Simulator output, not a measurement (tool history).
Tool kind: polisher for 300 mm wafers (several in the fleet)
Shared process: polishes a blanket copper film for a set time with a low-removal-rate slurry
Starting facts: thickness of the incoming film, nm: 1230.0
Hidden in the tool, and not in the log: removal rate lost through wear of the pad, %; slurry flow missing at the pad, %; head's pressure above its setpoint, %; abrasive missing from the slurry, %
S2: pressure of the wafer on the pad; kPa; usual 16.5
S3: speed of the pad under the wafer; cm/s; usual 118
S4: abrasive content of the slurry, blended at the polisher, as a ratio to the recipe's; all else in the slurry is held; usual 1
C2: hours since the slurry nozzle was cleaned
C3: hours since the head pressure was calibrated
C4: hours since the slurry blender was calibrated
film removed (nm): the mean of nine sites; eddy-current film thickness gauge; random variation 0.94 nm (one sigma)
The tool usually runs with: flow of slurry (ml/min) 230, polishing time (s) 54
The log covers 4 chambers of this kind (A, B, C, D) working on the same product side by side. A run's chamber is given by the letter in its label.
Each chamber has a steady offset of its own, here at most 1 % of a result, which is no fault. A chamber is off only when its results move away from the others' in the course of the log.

{"hour": 3.8, "done": "chamber D: head pressure recalibrated"}
{"run": "1D", "hour": 8.0, "flow of slurry (ml/min)": 230, "S2": 16.5, "S3": 118, "S4": 1, "polishing time (s)": 54, "wafers polished on this pad": 1486, "C2": 59.3, "C3": 4.2, "C4": 214, "film removed (nm)": 150.23}
{"run": "2B", "hour": 20.3, "flow of slurry (ml/min)": 230, "S2": 16.5, "S3": 118, "S4": 1, "polishing time (s)": 54, "wafers polished on this pad": 431, "C2": 140.7, "C3": 104.4, "C4": 294.1, "film removed (nm)": 150.04}
{"hour": 20.5, "done": "chamber D: worn pad replaced by a new one"}
{"run": "3A", "hour": 27.7, "flow of slurry (ml/min)": 230, "S2": 16.5, "S3": 118, "S4": 1, "polishing time (s)": 54, "wafers polished on this pad": 563, "C2": 278.9, "C3": 260.5, "C4": 265.6, "film removed (nm)": 151.31}
{"run": "4C", "hour": 35.7, "flow of slurry (ml/min)": 230, "S2": 16.5, "S3": 118, "S4": 1, "polishing time (s)": 54, "wafers polished on this pad": 810, "C2": 353.6, "C3": 1226, "C4": 301.5, "film removed (nm)": 151.56}
{"hour": 37.0, "done": "chamber C: worn pad replaced by a new one"}
{"run": "5A", "hour": 44.6, "flow of slurry (ml/min)": 230, "S2": 16.5, "S3": 118, "S4": 1, "polishing time (s)": 54, "wafers polished on this pad": 712, "C2": 295.8, "C3": 277.4, "C4": 282.5, "film removed (nm)": 149.76}
{"hour": 49.8, "done": "chamber A: slurry nozzle cleaned"}
{"run": "6D", "hour": 51.5, "flow of slurry (ml/min)": 230, "S2": 16.5, "S3": 118, "S4": 1, "polishing time (s)": 54, "wafers polished on this pad": 272, "C2": 102.8, "C3": 47.7, "C4": 257.5, "film removed (nm)": 152.02}
{"hour": 52.1, "done": "chamber A: slurry blender recalibrated"}
{"run": "7C", "hour": 58.4, "flow of slurry (ml/min)": 230, "S2": 16.5, "S3": 118, "S4": 1, "polishing time (s)": 54, "wafers polished on this pad": 189, "C2": 376.3, "C3": 1248.7, "C4": 324.2, "film removed (nm)": 152.22}
{"run": "8B", "hour": 71.7, "flow of slurry (ml/min)": 230, "S2": 16.5, "S3": 118, "S4": 1, "polishing time (s)": 54, "wafers polished on this pad": 884, "C2": 192.1, "C3": 155.8, "C4": 345.5, "film removed (nm)": 150.02}
{"hour": 78.7, "done": "chamber B: worn pad replaced by a new one"}
{"hour": 81.2, "done": "chamber B: slurry blender recalibrated"}
{"run": "9C", "hour": 81.6, "flow of slurry (ml/min)": 230, "S2": 16.5, "S3": 118, "S4": 1, "polishing time (s)": 54, "wafers polished on this pad": 393, "C2": 399.5, "C3": 1271.9, "C4": 347.4, "film removed (nm)": 151.8}
{"hour": 82.5, "done": "chamber B: slurry nozzle cleaned"}
{"hour": 84.6, "done": "chamber A: worn pad replaced by a new one"}
{"hour": 91.9, "done": "chamber C: head pressure recalibrated"}
{"run": "10A", "hour": 92.7, "flow of slurry (ml/min)": 190, "S2": 13.1, "S3": 118, "S4": 1, "polishing time (s)": 54, "wafers polished on this pad": 72, "C2": 43, "C3": 325.5, "C4": 40.7, "film removed (nm)": 116.34}
{"run": "11B", "hour": 103.3, "flow of slurry (ml/min)": 190, "S2": 13.1, "S3": 118, "S4": 1, "polishing time (s)": 54, "wafers polished on this pad": 216, "C2": 20.9, "C3": 187.4, "C4": 22.2, "film removed (nm)": 116.26}
{"hour": 111.3, "done": "chamber C: slurry nozzle cleaned"}
{"run": "12D", "hour": 116.5, "flow of slurry (ml/min)": 190, "S2": 13.1, "S3": 118, "S4": 1, "polishing time (s)": 54, "wafers polished on this pad": 845, "C2": 167.8, "C3": 112.7, "C4": 322.5, "film removed (nm)": 118.42}
{"run": "13C", "hour": 124.4, "flow of slurry (ml/min)": 190, "S2": 13.1, "S3": 118, "S4": 1, "polishing time (s)": 54, "wafers polished on this pad": 770, "C2": 13.1, "C3": 32.5, "C4": 390.2, "film removed (nm)": 127.28}
{"hour": 125.3, "done": "chamber C: worn pad replaced by a new one"}
{"run": "14B", "hour": 138.4, "flow of slurry (ml/min)": 230, "S2": 16.5, "S3": 118, "S4": 1, "polishing time (s)": 54, "wafers polished on this pad": 525, "C2": 56, "C3": 222.5, "C4": 57.3, "film removed (nm)": 150.17}
{"run": "15D", "hour": 149.2, "flow of slurry (ml/min)": 230, "S2": 16.5, "S3": 118, "S4": 1, "polishing time (s)": 70, "wafers polished on this pad": 1133, "C2": 200.5, "C3": 145.4, "C4": 355.2, "film removed (nm)": 198.74}
{"run": "16A", "hour": 159.0, "flow of slurry (ml/min)": 230, "S2": 16.5, "S3": 118, "S4": 1, "polishing time (s)": 70, "wafers polished on this pad": 655, "C2": 109.3, "C3": 391.8, "C4": 107, "film removed (nm)": 198.18}
{"run": "17A", "hour": 166.4, "flow of slurry (ml/min)": 230, "S2": 16.5, "S3": 118, "S4": 1, "polishing time (s)": 70, "wafers polished on this pad": 720, "C2": 116.7, "C3": 399.2, "C4": 114.4, "film removed (nm)": 196.37}
{"run": "18C", "hour": 173.9, "flow of slurry (ml/min)": 230, "S2": 16.5, "S3": 118, "S4": 1, "polishing time (s)": 70, "wafers polished on this pad": 428, "C2": 62.6, "C3": 82, "C4": 439.7, "film removed (nm)": 213.47}
{"run": "19B", "hour": 181.7, "flow of slurry (ml/min)": 230, "S2": 16.5, "S3": 118, "S4": 1, "polishing time (s)": 54, "wafers polished on this pad": 907, "C2": 99.3, "C3": 265.8, "C4": 100.6, "film removed (nm)": 152.02}
{"run": "20D", "hour": 188.0, "flow of slurry (ml/min)": 180, "S2": 16.5, "S3": 118, "S4": 0.75, "polishing time (s)": 54, "wafers polished on this pad": 1474, "C2": 239.3, "C3": 184.2, "C4": 394, "film removed (nm)": 139.33}
{"hour": 188.2, "done": "chamber B: worn pad replaced by a new one"}
{"hour": 193.9, "done": "chamber D: worn pad replaced by a new one"}
{"run": "21C", "hour": 199.2, "flow of slurry (ml/min)": 180, "S2": 16.5, "S3": 118, "S4": 0.75, "polishing time (s)": 54, "wafers polished on this pad": 651, "C2": 87.9, "C3": 107.3, "C4": 465, "film removed (nm)": 149.98}
{"run": "22B", "hour": 207.4, "flow of slurry (ml/min)": 180, "S2": 16.5, "S3": 118, "S4": 0.75, "polishing time (s)": 54, "wafers polished on this pad": 169, "C2": 125, "C3": 291.5, "C4": 126.3, "film removed (nm)": 135.65}
{"hour": 208.5, "done": "chamber A: worn pad replaced by a new one"}
{"hour": 211.2, "done": "chamber D: slurry nozzle cleaned"}
{"run": "23A", "hour": 213.9, "flow of slurry (ml/min)": 180, "S2": 16.5, "S3": 118, "S4": 0.75, "polishing time (s)": 54, "wafers polished on this pad": 47, "C2": 164.2, "C3": 446.7, "C4": 161.9, "film removed (nm)": 137.89}
{"hour": 219.4, "done": "chamber C: slurry blender recalibrated"}
{"run": "24D", "hour": 225.5, "flow of slurry (ml/min)": 230, "S2": 16.5, "S3": 118, "S4": 1, "polishing time (s)": 54, "wafers polished on this pad": 278, "C2": 14.4, "C3": 221.7, "C4": 431.5, "film removed (nm)": 152.88}
{"hour": 229.1, "done": "chamber C: worn pad replaced by a new one"}
{"run": "25C", "hour": 236.3, "flow of slurry (ml/min)": 230, "S2": 16.5, "S3": 118, "S4": 1, "polishing time (s)": 54, "wafers polished on this pad": 63, "C2": 125, "C3": 144.4, "C4": 16.9, "film removed (nm)": 163.05}
{"run": "26A", "hour": 244.9, "flow of slurry (ml/min)": 230, "S2": 16.5, "S3": 118, "S4": 0.75, "polishing time (s)": 54, "wafers polished on this pad": 320, "C2": 195.2, "C3": 477.7, "C4": 192.9, "film removed (nm)": 141.58}
{"run": "27D", "hour": 253.3, "flow of slurry (ml/min)": 230, "S2": 16.5, "S3": 118, "S4": 0.75, "polishing time (s)": 54, "wafers polished on this pad": 523, "C2": 42.2, "C3": 249.5, "C4": 459.3, "film removed (nm)": 143.38}
{"run": "28B", "hour": 260.0, "flow of slurry (ml/min)": 230, "S2": 16.5, "S3": 118, "S4": 0.75, "polishing time (s)": 54, "wafers polished on this pad": 632, "C2": 177.6, "C3": 344.1, "C4": 178.9, "film removed (nm)": 141.72}
{"run": "29D", "hour": 273.8, "flow of slurry (ml/min)": 230, "S2": 16.5, "S3": 118, "S4": 0.75, "polishing time (s)": 54, "wafers polished on this pad": 703, "C2": 62.7, "C3": 270, "C4": 479.8, "film removed (nm)": 144.27}
{"run": "30C", "hour": 286.4, "flow of slurry (ml/min)": 230, "S2": 16.5, "S3": 118, "S4": 1, "polishing time (s)": 54, "wafers polished on this pad": 504, "C2": 175.1, "C3": 194.5, "C4": 67, "film removed (nm)": 162.72}

Each of the 4 chambers runs these same settings next. Fill in every chamber's results:
{"run": "31A", "hour": 296.4, "flow of slurry (ml/min)": 230, "S2": 16.5, "S3": 118, "S4": 1, "polishing time (s)": 54, "film removed (nm)": "?"}
{"run": "31B", "hour": 296.4, "flow of slurry (ml/min)": 230, "S2": 16.5, "S3": 118, "S4": 1, "polishing time (s)": 54, "film removed (nm)": "?"}
{"run": "31C", "hour": 296.4, "flow of slurry (ml/min)": 230, "S2": 16.5, "S3": 118, "S4": 1, "polishing time (s)": 54, "film removed (nm)": "?"}
{"run": "31D", "hour": 296.4, "flow of slurry (ml/min)": 230, "S2": 16.5, "S3": 118, "S4": 1, "polishing time (s)": 54, "film removed (nm)": "?"}

run=31A film_removed_(nm)=152.11
run=31B film_removed_(nm)=149.76
run=31C film_removed_(nm)=162.38
run=31D film_removed_(nm)=152.6
